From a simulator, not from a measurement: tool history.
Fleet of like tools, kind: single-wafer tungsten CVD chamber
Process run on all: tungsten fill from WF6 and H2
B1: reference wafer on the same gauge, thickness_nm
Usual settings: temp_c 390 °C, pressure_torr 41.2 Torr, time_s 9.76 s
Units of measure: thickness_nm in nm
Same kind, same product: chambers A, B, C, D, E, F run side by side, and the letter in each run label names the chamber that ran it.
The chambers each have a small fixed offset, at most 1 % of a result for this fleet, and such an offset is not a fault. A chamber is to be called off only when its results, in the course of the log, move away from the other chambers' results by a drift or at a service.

run 1C hour=7.1 | temp_c=390 pressure_torr=41.2 time_s=9.76 | B1=23.317 | thickness_nm=27.041
run 2A hour=17.4 | temp_c=390 pressure_torr=41.2 time_s=9.76 | B1=23.291 | thickness_nm=27.197
run 3D hour=27 | temp_c=390 pressure_torr=41.2 time_s=9.76 | B1=23.304 | thickness_nm=26.947
run 4E hour=38.1 | temp_c=390 pressure_torr=41.2 time_s=9.76 | B1=23.302 | thickness_nm=27.319
run 5F hour=43.8 | temp_c=390 pressure_torr=41.2 time_s=9.76 | B1=23.303 | thickness_nm=27.071
run 6B hour=53.5 | temp_c=390 pressure_torr=41.2 time_s=9.76 | B1=23.311 | thickness_nm=27.449
run 7B hour=64.1 | temp_c=390 pressure_torr=41.2 time_s=9.76 | B1=23.298 | thickness_nm=27.313
run 8E hour=76.2 | temp_c=390 pressure_torr=41.2 time_s=8.89 | B1=23.295 | thickness_nm=24.846
run 9A hour=84.4 | temp_c=390 pressure_torr=41.2 time_s=8.89 | B1=23.305 | thickness_nm=24.78
run 10C hour=91 | temp_c=390 pressure_torr=41.2 time_s=8.89 | B1=23.301 | thickness_nm=24.51
run 11F hour=103.1 | temp_c=390 pressure_torr=41.2 time_s=8.89 | B1=23.28 | thickness_nm=24.781
-- hour=105.4 chamber C: capacitance manometer re-zeroed and calibrated
run 12D hour=111 | temp_c=390 pressure_torr=41.2 time_s=8.89 | B1=23.303 | thickness_nm=24.415
run 13C hour=120.4 | temp_c=390 pressure_torr=41.2 time_s=8.89 | B1=23.294 | thickness_nm=24.504
run 14E hour=129.6 | temp_c=390 pressure_torr=41.2 time_s=11.06 | B1=23.31 | thickness_nm=30.902
run 15D hour=139.4 | temp_c=390 pressure_torr=41.2 time_s=11.06 | B1=23.3 | thickness_nm=30.585
-- hour=143.9 chamber E: capacitance manometer re-zeroed and calibrated
run 16F hour=149.7 | temp_c=390 pressure_torr=41.2 time_s=11.06 | B1=23.3 | thickness_nm=30.593
run 17A hour=157.1 | temp_c=390 pressure_torr=41.2 time_s=11.06 | B1=23.299 | thickness_nm=30.97
run 18B hour=165.8 | temp_c=390 pressure_torr=41.2 time_s=11.06 | B1=23.297 | thickness_nm=31.117
run 19F hour=171.4 | temp_c=390 pressure_torr=41.2 time_s=11.06 | B1=23.315 | thickness_nm=30.757
run 20D hour=182 | temp_c=390 pressure_torr=41.2 time_s=9.76 | B1=23.306 | thickness_nm=27.029
run 21C hour=193.1 | temp_c=390 pressure_torr=41.2 time_s=9.76 | B1=23.313 | thickness_nm=26.989
run 22A hour=201.6 | temp_c=390 pressure_torr=41.2 time_s=9.76 | B1=23.296 | thickness_nm=27.278
run 23E hour=211.7 | temp_c=404 pressure_torr=41.2 time_s=9.76 | B1=23.312 | thickness_nm=35.928
run 24B hour=222.7 | temp_c=404 pressure_torr=41.2 time_s=9.76 | B1=23.298 | thickness_nm=35.309
run 25E hour=228.3 | temp_c=404 pressure_torr=41.2 time_s=9.76 | B1=23.317 | thickness_nm=36.12
-- hour=232.6 chamber D: thermocouple changed; heater temperature recalibrated
run 26F hour=240.4 | temp_c=404 pressure_torr=41.2 time_s=9.76 | B1=23.303 | thickness_nm=35.216
run 27A hour=248.2 | temp_c=404 pressure_torr=41.2 time_s=9.76 | B1=23.282 | thickness_nm=35.13
run 28D hour=257.6 | temp_c=404 pressure_torr=41.2 time_s=9.76 | B1=23.302 | thickness_nm=34.861
run 29B hour=263.8 | temp_c=390 pressure_torr=41.2 time_s=9.76 | B1=23.294 | thickness_nm=27.334
run 30C hour=271.8 | temp_c=390 pressure_torr=41.2 time_s=9.76 | B1=23.293 | thickness_nm=26.994
run 31F hour=280.2 | temp_c=390 pressure_torr=34.8 time_s=9.76 | B1=23.308 | thickness_nm=24.952
run 32E hour=291.7 | temp_c=390 pressure_torr=34.8 time_s=9.76 | B1=23.3 | thickness_nm=25.686
run 33B hour=297 | temp_c=390 pressure_torr=34.8 time_s=9.76 | B1=23.301 | thickness_nm=25.308
run 34A hour=308.5 | temp_c=390 pressure_torr=34.8 time_s=9.76 | B1=23.305 | thickness_nm=25.15
run 35D hour=318.6 | temp_c=390 pressure_torr=34.8 time_s=9.76 | B1=23.314 | thickness_nm=24.967
run 36C hour=325.5 | temp_c=390 pressure_torr=34.8 time_s=9.76 | B1=23.293 | thickness_nm=25.052
run 37F hour=331 | temp_c=390 pressure_torr=41.2 time_s=9.76 | B1=23.291 | thickness_nm=27.102
run 38E hour=340.2 | temp_c=390 pressure_torr=41.2 time_s=9.76 | B1=23.324 | thickness_nm=27.724
run 39D hour=351.8 | temp_c=390 pressure_torr=41.2 time_s=9.76 | B1=23.314 | thickness_nm=27.016
run 40C hour=362.1 | temp_c=390 pressure_torr=41.2 time_s=9.76 | B1=23.306 | thickness_nm=26.9
run 41B hour=370.1 | temp_c=390 pressure_torr=41.2 time_s=9.76 | B1=23.301 | thickness_nm=27.421

What goes on in this fleet: one chamber off, a drifting gauge, or nothing beyond the chambers' own small offsets? Name the chamber and the cause, if any.

Chamber E came out of a service off from its peers and stayed that way.
Most likely cause: true pressure above the setpoint (%) = 4.19.

Chamber E could run next with any of the 4 candidate recipes listed below; each alters the usual settings, and their results appear as question marks. Which one brings its results back in line with what the other chambers deliver on the usual settings?
A result is in line if it is within this distance of the other chambers' mean on the usual settings: thickness_nm 0.22 nm
run 42E-1 hour=378.8 | temp_c=390 pressure_torr=40.7 time_s=9.58 | thickness_nm=?
run 42E-2 hour=378.8 | temp_c=391 pressure_torr=41.4 time_s=9.82 | thickness_nm=?
run 42E-3 hour=378.8 | temp_c=390 pressure_torr=41.2 time_s=9.86 | thickness_nm=?
run 42E-4 hour=378.8 | temp_c=390 pressure_torr=41.2 time_s=9.66 | thickness_nm=?

Usual-settings mean across the other chambers: thickness_nm 27.127 nm
run=42E-1 thickness_nm=27.108
run=42E-2 thickness_nm=28.542
run=42E-3 thickness_nm=28.06
run=42E-4 thickness_nm=27.489
It is 42E-1 that realigns the chamber with its peers.
